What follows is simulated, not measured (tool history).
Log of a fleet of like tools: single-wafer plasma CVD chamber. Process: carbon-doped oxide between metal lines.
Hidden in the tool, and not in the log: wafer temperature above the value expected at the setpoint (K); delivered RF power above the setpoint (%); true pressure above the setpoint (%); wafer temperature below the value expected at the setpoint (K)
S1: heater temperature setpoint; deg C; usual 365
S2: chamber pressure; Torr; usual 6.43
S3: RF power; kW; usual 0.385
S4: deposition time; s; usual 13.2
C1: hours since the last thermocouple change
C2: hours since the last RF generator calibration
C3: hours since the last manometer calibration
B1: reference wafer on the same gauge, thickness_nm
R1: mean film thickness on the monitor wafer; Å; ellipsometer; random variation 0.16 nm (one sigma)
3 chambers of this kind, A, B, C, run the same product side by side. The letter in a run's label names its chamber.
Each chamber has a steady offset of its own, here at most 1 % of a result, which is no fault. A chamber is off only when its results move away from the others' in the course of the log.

run    day   S1    S2     S3    S4      C1      C2     C3      B1      R1
 1B  0.096  365  6.43  0.385  13.2  1065.5  1264.1  610.4  49.774  555.46
 2A  0.242  365  6.43  0.385  13.2  2690.7   316.9  352.6  49.806  560.01
 3C    0.4  365  6.43  0.385  13.2  1323.7   918.1  279.2  49.797   562.6
 4B  0.504  365  6.43  0.385  13.2  1075.3  1273.9  620.2  49.817  558.62
 5C  0.679  365  6.43  0.385  13.2  1330.4   924.8  285.9   49.79  559.52
 6A    0.8  365  6.43  0.385  13.2  2704.1   330.3    366  49.833  562.27
     0.892  -- chamber B: RF generator calibrated
 7A  0.933  365  6.43  0.385  13.2  2707.3   333.5  369.2  49.799  561.82
 8C  1.121  365  6.43  0.385  13.2    1341   935.4  296.5  49.812  563.09
 9B  1.217  365  6.43  0.385  10.7  1092.4     7.8  637.3  49.784  453.64
10B  1.354  365  6.43  0.385  10.7  1095.7    11.1  640.6  49.852  453.97
11C  1.442  365  6.43  0.385  10.7  1348.7   943.1  304.2  49.813  460.11
12A  1.571  365  6.43  0.385  13.2  2722.6   348.8  384.5  49.791   562.4
13B  1.738  365  6.43  0.385  13.2  1104.9    20.3  649.8  49.815  558.25
14A  1.883  374  6.43  0.385  15.6  2730.1   356.3    392  49.833  643.56
15C  2.038  374  6.43  0.385  15.6    1363   957.4  318.5  49.793  648.91
16C  2.208  374  6.43  0.385  15.6  1367.1   961.5  322.6  49.829  645.57
17A  2.333  365  6.43  0.445  15.6  2740.9   367.1  402.8  49.823  734.73
18B  2.442  365  6.43  0.445  15.6  1121.8    37.2  666.7  49.797   731.2
19C  2.525  365  6.43  0.445  15.6  1374.7   969.1  330.2  49.804  735.26
     2.654  -- chamber A: thermocouple changed; heater temperature recalibrated
20B  2.675  365  6.43  0.385  13.2  1127.4    42.8  672.3  49.821   558.6
21A  2.804  365  6.43  0.385  13.2     3.6   378.4  414.1  49.811   559.5
22B  2.975  365  6.43  0.385  13.2  1134.6      50  679.5  49.812  557.72
23C  3.104  365  6.43  0.385  13.2  1388.6     983  344.1  49.787  561.24
24A  3.238  365  6.43  0.385  13.2      14   388.8  424.5  49.792  561.53
25C  3.404  365  6.43  0.385  13.2  1395.8   990.2  351.3  49.803  561.86
26A  3.592  354  5.88  0.385  13.2    22.5   397.3    433  49.801  572.84
27B  3.688  354  5.88  0.385  13.2  1151.7    67.1  696.6  49.741  566.72
28B  3.775  354  5.88  0.385  13.2  1153.8    69.2  698.7  49.797  570.55
29A  3.879  365  6.43   0.31  13.2    29.4   404.2  439.9  49.813  472.14
30C  3.962  365  6.43   0.31  13.2  1409.2  1003.6  364.7  49.815  472.43
31C  4.142  365  6.43   0.31  13.2  1413.5  1007.9    369  49.785  473.15
32A  4.312  365  6.43  0.385  13.2    39.8   414.6  450.3   49.85  562.11
33B  4.483  365  6.43  0.385  13.2  1170.8    86.2  715.7  49.803  556.97
34C  4.608  351  6.43  0.385  13.2  1424.7  1019.1  380.2  49.801   585.4
35B  4.725  351  6.43  0.385  13.2  1176.6      92  721.5  49.826  577.31
36A  4.879  351  6.43  0.385  13.2    53.4   428.2  463.9   49.81  584.23
37C  4.983  365  6.43  0.385  13.2  1433.7  1028.1  389.2  49.794  562.93
38A  5.138  365  6.43  0.385  13.2    59.6   434.4  470.1  49.814  559.84
39B  5.292  365  6.43  0.385  13.2  1190.2   105.6  735.1  49.807  556.33
40B  5.388  365  6.43  0.385  13.2  1192.5   107.9  737.4  49.838   557.5
41C  5.512  365  6.43  0.385  13.2  1446.4  1040.8  401.9  49.835  566.15
42A    5.6  357  6.43  0.385    15    70.7   445.5  481.2  49.783  647.04

Next, every chamber runs the same settings. What will each give?
43A  5.733  365  6.43  0.385  13.2                   ?
43B  5.733  365  6.43  0.385  13.2                   ?
43C  5.733  365  6.43  0.385  13.2                   ?

run      R1
43A  557.17
43B  558.67
43C  561.05

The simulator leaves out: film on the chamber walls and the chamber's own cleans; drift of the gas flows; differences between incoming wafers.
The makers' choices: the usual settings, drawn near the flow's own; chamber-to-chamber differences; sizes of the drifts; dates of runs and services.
